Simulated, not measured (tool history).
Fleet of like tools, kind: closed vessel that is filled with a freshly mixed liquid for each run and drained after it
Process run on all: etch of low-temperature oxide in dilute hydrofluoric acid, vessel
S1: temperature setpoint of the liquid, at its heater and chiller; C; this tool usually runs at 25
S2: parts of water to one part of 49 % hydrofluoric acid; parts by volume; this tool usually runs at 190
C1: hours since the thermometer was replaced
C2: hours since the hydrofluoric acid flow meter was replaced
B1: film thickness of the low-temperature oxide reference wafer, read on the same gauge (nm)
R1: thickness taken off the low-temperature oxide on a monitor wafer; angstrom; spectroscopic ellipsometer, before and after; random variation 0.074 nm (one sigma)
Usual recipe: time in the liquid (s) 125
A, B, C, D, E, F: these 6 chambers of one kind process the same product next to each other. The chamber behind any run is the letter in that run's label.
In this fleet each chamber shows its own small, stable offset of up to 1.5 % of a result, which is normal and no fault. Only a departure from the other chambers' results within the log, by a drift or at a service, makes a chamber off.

run 1F hour=12.9 | S1=25 S2=190 time_in_the_liquid_(s)=125 | C1=30.6 C2=219.1 | B1=70.015 | R1=108.770
run 2E hour=26.0 | S1=25 S2=190 time_in_the_liquid_(s)=125 | C1=852.6 C2=823.2 | B1=69.988 | R1=108.200
run 3D hour=33.2 | S1=25 S2=190 time_in_the_liquid_(s)=125 | C1=572.3 C2=894.5 | B1=69.964 | R1=106.510
run 4C hour=41.3 | S1=25 S2=190 time_in_the_liquid_(s)=125 | C1=909.4 C2=1649.7 | B1=70.035 | R1=106.450
-- hour=44.8 chamber C: thermometer replaced
-- hour=53.2 chamber D: hydrofluoric acid flow meter replaced
run 5A hour=54.3 | S1=25 S2=190 time_in_the_liquid_(s)=125 | C1=1164.8 C2=77.4 | B1=70.019 | R1=107.950
-- hour=59.5 chamber D: thermometer replaced
run 6B hour=63.2 | S1=25 S2=190 time_in_the_liquid_(s)=125 | C1=2098.3 C2=169.8 | B1=70.022 | R1=105.700
run 7B hour=71.6 | S1=25 S2=190 time_in_the_liquid_(s)=125 | C1=2106.7 C2=178.2 | B1=69.988 | R1=106.200
run 8E hour=83.1 | S1=25 S2=190 time_in_the_liquid_(s)=125 | C1=909.7 C2=880.3 | B1=69.980 | R1=107.670
run 9F hour=93.4 | S1=25 S2=190 time_in_the_liquid_(s)=125 | C1=111.1 C2=299.6 | B1=69.997 | R1=107.400
run 10A hour=100.9 | S1=25 S2=190 time_in_the_liquid_(s)=125 | C1=1211.4 C2=124.0 | B1=69.984 | R1=105.470
run 11D hour=114.6 | S1=25 S2=190 time_in_the_liquid_(s)=125 | C1=55.1 C2=61.4 | B1=70.028 | R1=106.840
run 12C hour=121.6 | S1=25 S2=190 time_in_the_liquid_(s)=125 | C1=76.8 C2=1730.0 | B1=69.975 | R1=106.480
run 13B hour=129.7 | S1=25 S2=190 time_in_the_liquid_(s)=125 | C1=2164.8 C2=236.3 | B1=69.991 | R1=106.890
run 14F hour=136.6 | S1=25 S2=190 time_in_the_liquid_(s)=125 | C1=154.3 C2=342.8 | B1=70.048 | R1=107.110
run 15C hour=148.8 | S1=25 S2=190 time_in_the_liquid_(s)=125 | C1=104.0 C2=1757.2 | B1=70.007 | R1=107.040
run 16A hour=157.8 | S1=25 S2=190 time_in_the_liquid_(s)=125 | C1=1268.3 C2=180.9 | B1=70.005 | R1=105.120
-- hour=160.1 chamber E: thermometer replaced
run 17D hour=166.6 | S1=25 S2=190 time_in_the_liquid_(s)=125 | C1=107.1 C2=113.4 | B1=69.989 | R1=106.330
run 18E hour=177.4 | S1=25 S2=190 time_in_the_liquid_(s)=125 | C1=17.4 C2=974.6 | B1=70.022 | R1=107.790
run 19B hour=184.9 | S1=25 S2=190 time_in_the_liquid_(s)=125 | C1=2220.0 C2=291.5 | B1=70.014 | R1=106.770
run 20A hour=196.8 | S1=25 S2=190 time_in_the_liquid_(s)=125 | C1=1307.3 C2=219.9 | B1=69.958 | R1=107.680
run 21F hour=206.1 | S1=25 S2=190 time_in_the_liquid_(s)=125 | C1=223.8 C2=412.3 | B1=70.005 | R1=107.520
run 22D hour=219.2 | S1=25 S2=190 time_in_the_liquid_(s)=125 | C1=159.7 C2=166.0 | B1=70.002 | R1=106.280
run 23E hour=232.8 | S1=25 S2=190 time_in_the_liquid_(s)=125 | C1=72.8 C2=1030.0 | B1=70.001 | R1=107.580
run 24C hour=239.7 | S1=25 S2=190 time_in_the_liquid_(s)=125 | C1=194.9 C2=1848.1 | B1=70.002 | R1=106.820
run 25D hour=247.9 | S1=25 S2=190 time_in_the_liquid_(s)=125 | C1=188.4 C2=194.7 | B1=70.001 | R1=106.920
run 26C hour=255.8 | S1=25 S2=190 time_in_the_liquid_(s)=125 | C1=211.0 C2=1864.2 | B1=70.023 | R1=104.990
run 27E hour=263.9 | S1=25 S2=190 time_in_the_liquid_(s)=125 | C1=103.9 C2=1061.1 | B1=69.979 | R1=108.480
run 28F hour=271.4 | S1=25 S2=190 time_in_the_liquid_(s)=125 | C1=289.1 C2=477.6 | B1=70.003 | R1=108.360
run 29B hour=283.7 | S1=27 S2=190 time_in_the_liquid_(s)=85 | C1=2318.8 C2=390.3 | B1=70.002 | R1=77.563
run 30A hour=295.1 | S1=27 S2=190 time_in_the_liquid_(s)=85 | C1=1405.6 C2=318.2 | B1=69.981 | R1=78.105
run 31A hour=303.2 | S1=27 S2=190 time_in_the_liquid_(s)=85 | C1=1413.7 C2=326.3 | B1=70.027 | R1=77.576
run 32D hour=310.0 | S1=27 S2=190 time_in_the_liquid_(s)=85 | C1=250.5 C2=256.8 | B1=69.993 | R1=77.358
run 33E hour=321.3 | S1=27 S2=190 time_in_the_liquid_(s)=85 | C1=161.3 C2=1118.5 | B1=70.031 | R1=77.768
run 34B hour=334.2 | S1=27 S2=190 time_in_the_liquid_(s)=85 | C1=2369.3 C2=440.8 | B1=70.007 | R1=77.688
run 35F hour=341.5 | S1=25 S2=190 time_in_the_liquid_(s)=125 | C1=359.2 C2=547.7 | B1=70.006 | R1=108.170
run 36C hour=347.6 | S1=25 S2=190 time_in_the_liquid_(s)=125 | C1=302.8 C2=1956.0 | B1=70.013 | R1=106.580
run 37C hour=358.7 | S1=25 S2=190 time_in_the_liquid_(s)=125 | C1=313.9 C2=1967.1 | B1=69.988 | R1=107.170
run 38B hour=369.9 | S1=25 S2=190 time_in_the_liquid_(s)=125 | C1=2405.0 C2=476.5 | B1=69.977 | R1=107.140

What goes on in this fleet: one chamber off, a drifting gauge, or nothing beyond the chambers' own small offsets? Name the chamber and the cause, if any.

Beyond each chamber's small constant offset nothing stands out, and the gauge stays steady.
